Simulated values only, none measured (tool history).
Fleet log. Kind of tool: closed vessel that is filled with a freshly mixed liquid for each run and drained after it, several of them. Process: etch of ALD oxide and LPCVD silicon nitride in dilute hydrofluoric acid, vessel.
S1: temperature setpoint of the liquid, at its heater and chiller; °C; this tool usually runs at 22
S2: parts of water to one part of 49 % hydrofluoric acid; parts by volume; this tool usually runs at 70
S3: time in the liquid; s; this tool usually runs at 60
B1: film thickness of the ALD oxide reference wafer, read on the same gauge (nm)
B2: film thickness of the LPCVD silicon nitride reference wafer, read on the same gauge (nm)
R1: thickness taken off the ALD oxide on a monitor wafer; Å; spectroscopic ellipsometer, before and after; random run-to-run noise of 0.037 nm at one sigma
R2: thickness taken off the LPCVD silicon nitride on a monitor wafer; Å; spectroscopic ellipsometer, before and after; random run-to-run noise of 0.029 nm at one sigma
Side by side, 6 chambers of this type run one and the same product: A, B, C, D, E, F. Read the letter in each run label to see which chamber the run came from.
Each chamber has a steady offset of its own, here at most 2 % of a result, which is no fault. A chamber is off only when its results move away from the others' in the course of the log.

| run | hour | S1 | S2 | S3 | B1 | B2 | R1 | R2 |
|---|---|---|---|---|---|---|---|---|
| 1E | 8.5 | 22 | 70 | 60 | 69.991 | 100.01 | 100.5 | 3.5785 |
| 2B | 17.4 | 22 | 70 | 60 | 70.006 | 99.985 | 100.97 | 3.7262 |
| 3F | 25.3 | 22 | 70 | 60 | 69.967 | 99.987 | 101.34 | 3.1655 |
| 4C | 37.9 | 22 | 70 | 60 | 69.996 | 100.02 | 100.59 | 3.8346 |
| 5A | 45.7 | 22 | 70 | 60 | 70.046 | 99.989 | 101.06 | 4.0031 |
| 6D | 56.8 | 22 | 70 | 60 | 70.022 | 100.02 | 102.25 | 3.6901 |
| 7B | 63.2 | 22 | 55 | 75 | 69.973 | 99.991 | 164.09 | 5.7765 |
| 8A | 70.3 | 22 | 55 | 75 | 69.993 | 100.01 | 163.73 | 5.06 |
| 9E | 83.2 | 22 | 55 | 75 | 70.054 | 99.973 | 163.22 | 4.9958 |
| 10F | 94 | 22 | 55 | 75 | 69.997 | 99.969 | 163.79 | 5.4436 |
| 11D | 101.5 | 22 | 55 | 75 | 70 | 100 | 166.35 | 5.9321 |
| 12C | 109.5 | 22 | 55 | 75 | 69.967 | 99.985 | 163.63 | 5.4799 |
| 13D | 120.4 | 22 | 70 | 60 | 69.982 | 100.01 | 102.61 | 3.6457 |
| 14C | 131.5 | 22 | 70 | 60 | 69.991 | 100.01 | 100.23 | 3.1036 |
|  | 135.2 | chamber A: thermometer replaced |
| 15E | 139.2 | 22 | 70 | 60 | 69.942 | 100.01 | 100.77 | 3.9159 |
| 16F | 149.2 | 22 | 70 | 60 | 70.011 | 99.999 | 102.21 | 4.0173 |
| 17B | 155.8 | 22 | 45 | 60 | 69.976 | 100 | 163 | 5.412 |
| 18A | 165.6 | 22 | 45 | 60 | 70.039 | 99.991 | 160.85 | 5.1603 |
| 19C | 176.1 | 22 | 45 | 60 | 70.055 | 100.03 | 162.51 | 5.3799 |
| 20A | 185.9 | 22 | 45 | 60 | 70.014 | 99.979 | 161.45 | 5.29 |
| 21B | 198.9 | 22 | 45 | 60 | 70.04 | 99.981 | 161.93 | 6.4816 |
| 22D | 208.1 | 22 | 45 | 60 | 70.045 | 99.985 | 166.48 | 5.8022 |
| 23E | 220.1 | 22 | 70 | 60 | 69.977 | 99.985 | 100.1 | 3.5645 |
| 24F | 232.2 | 22 | 70 | 60 | 69.997 | 99.998 | 103.51 | 3.0797 |
| 25F | 241.2 | 22 | 70 | 60 | 70.025 | 99.993 | 103.7 | 3.3332 |
| 26A | 251.2 | 22 | 70 | 60 | 70.005 | 99.969 | 100.49 | 3.4015 |
| 27C | 262.5 | 20 | 70 | 60 | 70.003 | 100 | 92.627 | 2.8751 |
|  | 269 | chamber B: hydrofluoric acid flow meter replaced |
| 28D | 272.8 | 20 | 70 | 60 | 69.983 | 99.981 | 94.871 | 3.6249 |
| 29E | 284.4 | 20 | 70 | 60 | 69.98 | 99.996 | 92.25 | 3.4231 |
| 30B | 292.5 | 20 | 70 | 60 | 70.024 | 99.979 | 93.623 | 3.2093 |
| 31C | 304.1 | 20 | 70 | 60 | 69.964 | 99.996 | 93.091 | 3.305 |
| 32A | 317.1 | 20 | 70 | 60 | 70.004 | 100.02 | 91.692 | 3.0277 |
| 33D | 323.6 | 22 | 70 | 60 | 69.926 | 99.998 | 102.72 | 3.6534 |
| 34E | 332.6 | 22 | 70 | 60 | 70.015 | 100.01 | 100.22 | 3.0204 |
| 35B | 338.9 | 22 | 70 | 60 | 70.023 | 99.988 | 101.45 | 3.137 |
| 36F | 348.5 | 22 | 70 | 60 | 69.967 | 100 | 104.87 | 4.2297 |
| 37A | 358.1 | 22 | 70 | 60 | 69.99 | 100 | 100.23 | 3.8634 |
| 38F | 369 | 22 | 70 | 60 | 69.937 | 100.01 | 105.6 | 3.8211 |
| 39C | 379.8 | 22 | 70 | 60 | 70.014 | 100 | 100.34 | 3.947 |
| 40E | 386.3 | 22 | 70 | 60 | 70.012 | 100.02 | 100.46 | 3.8016 |
| 41B | 392.3 | 22 | 70 | 60 | 69.981 | 100.02 | 102.09 | 3.9149 |
| 42D | 402.4 | 22 | 70 | 60 | 69.991 | 100.01 | 102.04 | 3.7616 |
| 43D | 414.9 | 22 | 70 | 60 | 69.996 | 100 | 102.6 | 3.4154 |

Is one chamber out of step, is the gauge drifting, or do the chambers differ by no more than their own small offsets? For an off chamber, give its letter and the likeliest cause.

Little by little, chamber F moves away from the other chambers.
What lies behind it: liquid hotter than its thermometer reads (K) = 1.06.

Chamber F could run next with any of the 4 candidate recipes listed below; each alters the usual settings, and their results appear as question marks. Which one brings its results back in line with what the other chambers deliver on the usual settings?
In line here means within this much of the mean the other chambers give on the usual settings: R1 1.3 Å; R2 1 Å
| 44F-1 | 424.6 | 21.5 | 70 | 60 |  |  | ? | ? |
| 44F-2 | 424.6 | 23 | 70 | 60 |  |  | ? | ? |
| 44F-3 | 424.6 | 22.5 | 70 | 60 |  |  | ? | ? |
| 44F-4 | 424.6 | 21 | 70 | 60 |  |  | ? | ? |

Other chambers, usual settings, mean: R1 101.13 Å; R2 3.6012 Å
| run | R1 | R2 |
|---|---|---|
| 44F-1 | 103.11 | 3.8136 |
| 44F-2 | 109.7 | 4.2234 |
| 44F-3 | 107.45 | 4.0818 |
| 44F-4 | 100.97 | 3.6842 |
The answer is 44F-4, which returns the chamber to within the allowed miss of the others.
